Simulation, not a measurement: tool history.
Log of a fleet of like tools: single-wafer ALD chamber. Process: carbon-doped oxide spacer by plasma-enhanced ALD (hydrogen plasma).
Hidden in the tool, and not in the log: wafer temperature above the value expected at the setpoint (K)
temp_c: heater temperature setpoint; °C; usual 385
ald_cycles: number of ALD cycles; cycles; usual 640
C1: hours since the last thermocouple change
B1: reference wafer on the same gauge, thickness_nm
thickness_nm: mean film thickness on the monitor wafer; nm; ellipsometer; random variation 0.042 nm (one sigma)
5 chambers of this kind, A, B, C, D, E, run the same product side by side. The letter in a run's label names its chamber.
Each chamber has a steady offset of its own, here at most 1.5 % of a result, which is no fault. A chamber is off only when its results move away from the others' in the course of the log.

{"run": "1E", "hour": 7.7, "temp_c": 385, "ald_cycles": 640, "C1": 487.0, "B1": 32.5, "thickness_nm": 31.93}
{"hour": 16.6, "done": "chamber A: thermocouple changed; heater temperature recalibrated"}
{"run": "2D", "hour": 20.6, "temp_c": 385, "ald_cycles": 640, "C1": 509.4, "B1": 32.484, "thickness_nm": 31.655}
{"run": "3A", "hour": 28.4, "temp_c": 385, "ald_cycles": 640, "C1": 11.9, "B1": 32.483, "thickness_nm": 31.985}
{"run": "4B", "hour": 42.3, "temp_c": 385, "ald_cycles": 640, "C1": 1346.7, "B1": 32.473, "thickness_nm": 31.954}
{"run": "5C", "hour": 55.5, "temp_c": 385, "ald_cycles": 640, "C1": 2772.4, "B1": 32.472, "thickness_nm": 31.975}
{"hour": 67.8, "done": "chamber C: thermocouple changed; heater temperature recalibrated"}
{"run": "6E", "hour": 71.6, "temp_c": 385, "ald_cycles": 640, "C1": 550.9, "B1": 32.471, "thickness_nm": 31.842}
{"run": "7C", "hour": 86.7, "temp_c": 385, "ald_cycles": 640, "C1": 19.0, "B1": 32.458, "thickness_nm": 32.018}
{"run": "8B", "hour": 96.6, "temp_c": 385, "ald_cycles": 640, "C1": 1401.0, "B1": 32.447, "thickness_nm": 31.929}
{"run": "9A", "hour": 111.5, "temp_c": 385, "ald_cycles": 640, "C1": 95.0, "B1": 32.452, "thickness_nm": 31.996}
{"run": "10D", "hour": 123.6, "temp_c": 385, "ald_cycles": 640, "C1": 612.4, "B1": 32.425, "thickness_nm": 31.594}
{"run": "11A", "hour": 136.5, "temp_c": 385, "ald_cycles": 640, "C1": 120.0, "B1": 32.433, "thickness_nm": 31.961}
{"run": "12D", "hour": 146.5, "temp_c": 385, "ald_cycles": 640, "C1": 635.3, "B1": 32.421, "thickness_nm": 31.631}
{"run": "13E", "hour": 160.1, "temp_c": 385, "ald_cycles": 640, "C1": 639.4, "B1": 32.419, "thickness_nm": 31.752}
{"run": "14B", "hour": 169.0, "temp_c": 376, "ald_cycles": 713, "C1": 1473.4, "B1": 32.414, "thickness_nm": 35.498}
{"run": "15C", "hour": 176.1, "temp_c": 376, "ald_cycles": 713, "C1": 108.4, "B1": 32.406, "thickness_nm": 35.522}
{"run": "16A", "hour": 184.4, "temp_c": 376, "ald_cycles": 713, "C1": 167.9, "B1": 32.412, "thickness_nm": 35.559}
{"run": "17B", "hour": 193.3, "temp_c": 376, "ald_cycles": 713, "C1": 1497.7, "B1": 32.413, "thickness_nm": 35.492}
{"run": "18C", "hour": 206.9, "temp_c": 376, "ald_cycles": 713, "C1": 139.2, "B1": 32.405, "thickness_nm": 35.655}
{"run": "19D", "hour": 218.4, "temp_c": 399, "ald_cycles": 640, "C1": 707.2, "B1": 32.386, "thickness_nm": 31.605}
{"run": "20E", "hour": 227.2, "temp_c": 399, "ald_cycles": 640, "C1": 706.5, "B1": 32.378, "thickness_nm": 31.66}
{"run": "21D", "hour": 239.0, "temp_c": 399, "ald_cycles": 640, "C1": 727.8, "B1": 32.375, "thickness_nm": 31.615}
{"run": "22B", "hour": 249.8, "temp_c": 399, "ald_cycles": 640, "C1": 1554.2, "B1": 32.378, "thickness_nm": 31.845}
{"run": "23E", "hour": 261.2, "temp_c": 399, "ald_cycles": 640, "C1": 740.5, "B1": 32.372, "thickness_nm": 31.706}
{"run": "24A", "hour": 272.6, "temp_c": 385, "ald_cycles": 640, "C1": 256.1, "B1": 32.369, "thickness_nm": 31.876}
{"run": "25C", "hour": 286.5, "temp_c": 385, "ald_cycles": 640, "C1": 218.8, "B1": 32.356, "thickness_nm": 31.857}
{"run": "26E", "hour": 295.6, "temp_c": 385, "ald_cycles": 640, "C1": 774.9, "B1": 32.348, "thickness_nm": 31.696}
{"run": "27A", "hour": 308.0, "temp_c": 385, "ald_cycles": 640, "C1": 291.5, "B1": 32.364, "thickness_nm": 31.892}
{"run": "28D", "hour": 319.8, "temp_c": 385, "ald_cycles": 640, "C1": 808.6, "B1": 32.346, "thickness_nm": 31.55}
{"run": "29C", "hour": 335.9, "temp_c": 385, "ald_cycles": 640, "C1": 268.2, "B1": 32.343, "thickness_nm": 31.841}
{"run": "30B", "hour": 345.6, "temp_c": 385, "ald_cycles": 640, "C1": 1650.0, "B1": 32.338, "thickness_nm": 31.803}

All 5 chambers run these settings next. Forecast each chamber's results:
{"run": "31A", "hour": 357.2, "temp_c": 385, "ald_cycles": 640, "thickness_nm": "?"}
{"run": "31B", "hour": 357.2, "temp_c": 385, "ald_cycles": 640, "thickness_nm": "?"}
{"run": "31C", "hour": 357.2, "temp_c": 385, "ald_cycles": 640, "thickness_nm": "?"}
{"run": "31D", "hour": 357.2, "temp_c": 385, "ald_cycles": 640, "thickness_nm": "?"}
{"run": "31E", "hour": 357.2, "temp_c": 385, "ald_cycles": 640, "thickness_nm": "?"}

run=31A thickness_nm=31.897
run=31B thickness_nm=31.819
run=31C thickness_nm=31.859
run=31D thickness_nm=31.470
run=31E thickness_nm=31.698

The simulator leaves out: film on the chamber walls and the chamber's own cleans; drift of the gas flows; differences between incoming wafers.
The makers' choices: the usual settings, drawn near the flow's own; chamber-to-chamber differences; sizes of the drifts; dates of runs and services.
